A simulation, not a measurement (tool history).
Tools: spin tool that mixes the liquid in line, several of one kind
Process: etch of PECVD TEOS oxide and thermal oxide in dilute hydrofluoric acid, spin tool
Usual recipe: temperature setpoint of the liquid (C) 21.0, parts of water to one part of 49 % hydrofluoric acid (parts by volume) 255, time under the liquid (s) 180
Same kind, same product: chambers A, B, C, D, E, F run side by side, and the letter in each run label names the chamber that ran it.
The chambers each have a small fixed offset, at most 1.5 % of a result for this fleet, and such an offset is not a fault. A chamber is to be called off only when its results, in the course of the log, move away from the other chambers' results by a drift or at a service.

run,hour,temperature setpoint of the liquid (C),parts of water to one part of 49 % hydrofluoric acid (parts by volume),time under the liquid (s),hours since the thermometer was replaced,hours since the hydrofluoric acid flow meter was replaced,"read-back film thickness of the PECVD TEOS oxide reference wafer, read on the same gauge (nm)","read-back film thickness of the thermal oxide reference wafer, read on the same gauge (nm)",thickness taken off the PECVD TEOS oxide on a monitor wafer (nm),thickness taken off the thermal oxide on a monitor wafer (nm)
1C,4.8,21.0,255,180,347.1,503.0,119.99,109.97,5.4310,2.5530
2E,9.4,21.0,255,180,44.7,1076.6,120.03,110.02,5.3855,2.5285
3F,12.6,21.0,255,180,830.6,1406.5,120.02,110.00,5.4127,2.5476
4A,17.3,21.0,255,180,293.2,1459.8,119.97,109.98,5.4657,2.5252
5B,22.9,21.0,255,180,622.2,143.0,119.96,110.01,5.5490,2.5129
6D,27.5,21.0,255,180,1493.9,1072.3,119.99,110.01,5.5036,2.5625
# hour 29.5: chamber C: hydrofluoric acid flow meter replaced
7F,31.2,21.0,145,180,849.2,1425.1,119.98,110.02,10.6820,5.0241
8E,35.5,21.0,145,180,70.8,1102.7,120.01,110.04,10.6970,4.9413
9A,38.7,21.0,145,180,314.6,1481.2,120.01,109.99,10.4620,5.0427
10D,44.3,21.0,145,180,1510.7,1089.1,119.99,110.00,10.9070,5.1183
11B,49.2,21.0,145,180,648.5,169.3,120.03,110.00,10.9980,5.1493
12C,54.5,21.0,145,180,396.8,25.0,120.00,109.99,10.5520,4.9261
13D,58.5,21.0,255,180,1524.9,1103.3,119.96,110.01,5.4551,2.5094
14E,62.8,21.0,255,180,98.1,1130.0,120.03,110.00,5.2905,2.4810
15B,67.1,21.0,255,180,666.4,187.2,119.98,109.98,5.5357,2.5700
16F,70.7,19.0,255,180,888.7,1464.6,119.98,110.00,4.9801,2.3568
17C,73.9,19.0,255,180,416.2,44.4,120.01,110.00,5.0268,2.4045
18A,78.8,19.0,255,180,354.7,1521.3,120.05,110.00,4.9413,2.3539
19A,83.6,19.0,255,180,359.5,1526.1,120.02,110.01,4.9967,2.3180
20B,87.5,19.0,255,180,686.8,207.6,120.00,109.99,5.1479,2.4155
21E,92.0,19.0,255,180,127.3,1159.2,120.00,109.98,4.9861,2.3118
22D,97.6,21.0,340,120,1564.0,1142.4,120.00,110.01,2.5487,1.1749
23F,100.2,21.0,340,120,918.2,1494.1,119.99,109.97,2.5006,1.1602
24C,104.8,21.0,340,120,447.1,75.3,120.02,110.03,2.5156,1.1757
25B,107.7,21.0,340,120,707.0,227.8,120.00,110.00,2.5956,1.2246
26F,111.7,21.0,340,120,929.7,1505.6,120.04,110.00,2.4707,1.1864
27E,116.2,21.0,340,120,151.5,1183.4,119.95,110.00,2.4909,1.1710
28A,121.2,21.0,255,180,397.1,1563.7,120.00,110.00,5.4464,2.5543
29D,123.9,21.0,255,180,1590.3,1168.7,119.96,110.00,5.5100,2.5523
30C,128.8,21.0,255,180,471.1,99.3,120.04,110.00,5.4420,2.6035
# hour 131.7: chamber F: hydrofluoric acid flow meter replaced
31E,133.0,21.0,255,180,168.3,1200.2,120.03,110.01,5.4102,2.4859
32D,136.9,21.0,255,180,1603.3,1181.7,120.01,109.99,5.4985,2.5689
33A,141.8,21.0,255,180,417.7,1584.3,119.99,110.00,5.2935,2.5728
34B,144.9,21.0,255,180,744.2,265.0,119.95,110.01,5.8360,2.6529
35F,149.4,21.0,255,180,967.4,17.8,119.99,109.98,5.3406,2.5429
36C,154.3,21.0,255,180,496.6,124.8,119.99,110.01,5.3257,2.4976
37E,157.6,25.5,255,140,192.9,1224.8,120.00,109.96,4.9913,2.3011
38B,161.1,25.5,255,140,760.4,281.2,119.99,110.01,5.3321,2.4459
39D,165.9,25.5,255,140,1632.3,1210.7,119.97,109.96,5.0156,2.3050

Next, every chamber runs the same settings. What will each give?
40A,169.9,21.0,350,180,,,,,?,?
40B,169.9,21.0,350,180,,,,,?,?
40C,169.9,21.0,350,180,,,,,?,?
40D,169.9,21.0,350,180,,,,,?,?
40E,169.9,21.0,350,180,,,,,?,?
40F,169.9,21.0,350,180,,,,,?,?

run,thickness taken off the PECVD TEOS oxide on a monitor wafer (nm),thickness taken off the thermal oxide on a monitor wafer (nm)
40A,3.6133,1.6947
40B,3.8518,1.8409
40C,3.6493,1.7227
40D,3.6561,1.7163
40E,3.5999,1.6810
40F,3.5663,1.6968
